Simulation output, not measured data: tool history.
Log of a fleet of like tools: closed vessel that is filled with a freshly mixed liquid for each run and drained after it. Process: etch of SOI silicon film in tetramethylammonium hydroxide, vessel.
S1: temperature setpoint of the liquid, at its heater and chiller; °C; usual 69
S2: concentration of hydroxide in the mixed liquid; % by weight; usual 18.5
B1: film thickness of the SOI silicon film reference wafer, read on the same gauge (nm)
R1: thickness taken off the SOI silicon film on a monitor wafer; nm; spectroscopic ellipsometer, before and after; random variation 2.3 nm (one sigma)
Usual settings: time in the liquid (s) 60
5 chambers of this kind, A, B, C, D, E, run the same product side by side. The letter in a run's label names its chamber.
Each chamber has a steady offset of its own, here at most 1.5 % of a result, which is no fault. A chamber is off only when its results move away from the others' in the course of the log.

run 1D hour=5.4 | S1=69 S2=18.5 time_in_the_liquid_(s)=60 | B1=99.991 | R1=332.16
run 2E hour=10.1 | S1=69 S2=18.5 time_in_the_liquid_(s)=60 | B1=99.971 | R1=330.56
run 3A hour=15.3 | S1=69 S2=18.5 time_in_the_liquid_(s)=60 | B1=99.962 | R1=329.05
run 4B hour=20 | S1=69 S2=18.5 time_in_the_liquid_(s)=60 | B1=99.983 | R1=329.83
run 5C hour=23.8 | S1=69 S2=18.5 time_in_the_liquid_(s)=60 | B1=99.979 | R1=335.37
run 6A hour=27.3 | S1=69 S2=18.5 time_in_the_liquid_(s)=60 | B1=100.01 | R1=325.8
run 7C hour=31.5 | S1=69 S2=18.5 time_in_the_liquid_(s)=60 | B1=100.01 | R1=336.7
-- hour=33.9 chamber C: hydroxide flow meter replaced
run 8E hour=35.5 | S1=69 S2=18.5 time_in_the_liquid_(s)=60 | B1=99.991 | R1=332.77
run 9D hour=38.5 | S1=69 S2=18.5 time_in_the_liquid_(s)=60 | B1=99.988 | R1=332.08
run 10B hour=43 | S1=69 S2=18.5 time_in_the_liquid_(s)=60 | B1=99.974 | R1=335.19
run 11D hour=46.6 | S1=69 S2=18.5 time_in_the_liquid_(s)=60 | B1=99.983 | R1=326.59
run 12A hour=50.4 | S1=69 S2=18.5 time_in_the_liquid_(s)=60 | B1=99.984 | R1=325.84
run 13B hour=53.1 | S1=69 S2=18.5 time_in_the_liquid_(s)=60 | B1=99.969 | R1=328.28
run 14E hour=58.8 | S1=69 S2=18.5 time_in_the_liquid_(s)=60 | B1=100.02 | R1=332.81
run 15C hour=62.1 | S1=71.5 S2=18.5 time_in_the_liquid_(s)=60 | B1=99.968 | R1=385.67
run 16D hour=65.4 | S1=71.5 S2=18.5 time_in_the_liquid_(s)=60 | B1=100.01 | R1=384.04
run 17C hour=70.6 | S1=71.5 S2=18.5 time_in_the_liquid_(s)=60 | B1=100.03 | R1=390.04
run 18B hour=73.3 | S1=71.5 S2=18.5 time_in_the_liquid_(s)=60 | B1=99.973 | R1=385.98
run 19A hour=76 | S1=71.5 S2=18.5 time_in_the_liquid_(s)=60 | B1=99.987 | R1=377.95
run 20E hour=79.1 | S1=69 S2=18.5 time_in_the_liquid_(s)=60 | B1=100.02 | R1=333.74
run 21A hour=83.3 | S1=69 S2=18.5 time_in_the_liquid_(s)=60 | B1=100.02 | R1=328.73
run 22E hour=86 | S1=69 S2=18.5 time_in_the_liquid_(s)=60 | B1=99.971 | R1=332.24
run 23C hour=89.1 | S1=69 S2=18.5 time_in_the_liquid_(s)=60 | B1=100.01 | R1=342.58
run 24B hour=92.3 | S1=64 S2=18.5 time_in_the_liquid_(s)=30 | B1=100.01 | R1=122.78
run 25D hour=96.8 | S1=64 S2=18.5 time_in_the_liquid_(s)=30 | B1=99.952 | R1=123.52
run 26D hour=101.4 | S1=64 S2=18.5 time_in_the_liquid_(s)=30 | B1=100.01 | R1=123.02
run 27A hour=107.1 | S1=64 S2=18.5 time_in_the_liquid_(s)=30 | B1=99.974 | R1=119.95
run 28C hour=110.2 | S1=64 S2=18.5 time_in_the_liquid_(s)=30 | B1=99.964 | R1=126.46
-- hour=112.6 chamber D: thermometer replaced
run 29B hour=116.1 | S1=69 S2=22 time_in_the_liquid_(s)=75 | B1=100.02 | R1=383.77
run 30E hour=119.7 | S1=69 S2=22 time_in_the_liquid_(s)=75 | B1=99.987 | R1=383.5
run 31E hour=125.3 | S1=69 S2=22 time_in_the_liquid_(s)=75 | B1=99.988 | R1=378.77
run 32C hour=129.1 | S1=69 S2=22 time_in_the_liquid_(s)=75 | B1=99.972 | R1=398.76
run 33A hour=134.1 | S1=69 S2=22 time_in_the_liquid_(s)=75 | B1=99.993 | R1=373.18
run 34D hour=139.2 | S1=69 S2=18.5 time_in_the_liquid_(s)=60 | B1=99.986 | R1=328.78
run 35B hour=144.7 | S1=69 S2=18.5 time_in_the_liquid_(s)=60 | B1=99.977 | R1=332.64
run 36C hour=148.9 | S1=69 S2=18.5 time_in_the_liquid_(s)=60 | B1=100 | R1=350.93
run 37B hour=154.4 | S1=69 S2=17 time_in_the_liquid_(s)=60 | B1=99.966 | R1=341.25

Is one chamber off against the others, does the gauge drift, or is nothing wrong? If a chamber is off, say which, and what the likeliest cause is.

Chamber C drifts away from the others.
Cause: liquid hotter than its thermometer reads (K) = 0.82.
The log may not tell that from: hydroxide flow below the setpoint (%).

Here are 4 candidates for chamber C's next run, each the usual settings with a change, their results left as question marks. Which one brings its results back in line with what the others give on the usual settings?
In line means no further than this from the other chambers' mean on the usual settings: R1 8.1 nm
run 38C-1 hour=158.7 | S1=70 S2=18.5 time_in_the_liquid_(s)=60 | R1=?
run 38C-2 hour=158.7 | S1=69 S2=18 time_in_the_liquid_(s)=60 | R1=?
run 38C-3 hour=158.7 | S1=68 S2=18.5 time_in_the_liquid_(s)=60 | R1=?
run 38C-4 hour=158.7 | S1=69 S2=19 time_in_the_liquid_(s)=60 | R1=?

The other chambers' mean on the usual settings: R1 330.28 nm
run=38C-1 R1=373.73
run=38C-2 R1=356.95
run=38C-3 R1=332.87
run=38C-4 R1=348.8
38C-3 brings the chamber back in line.
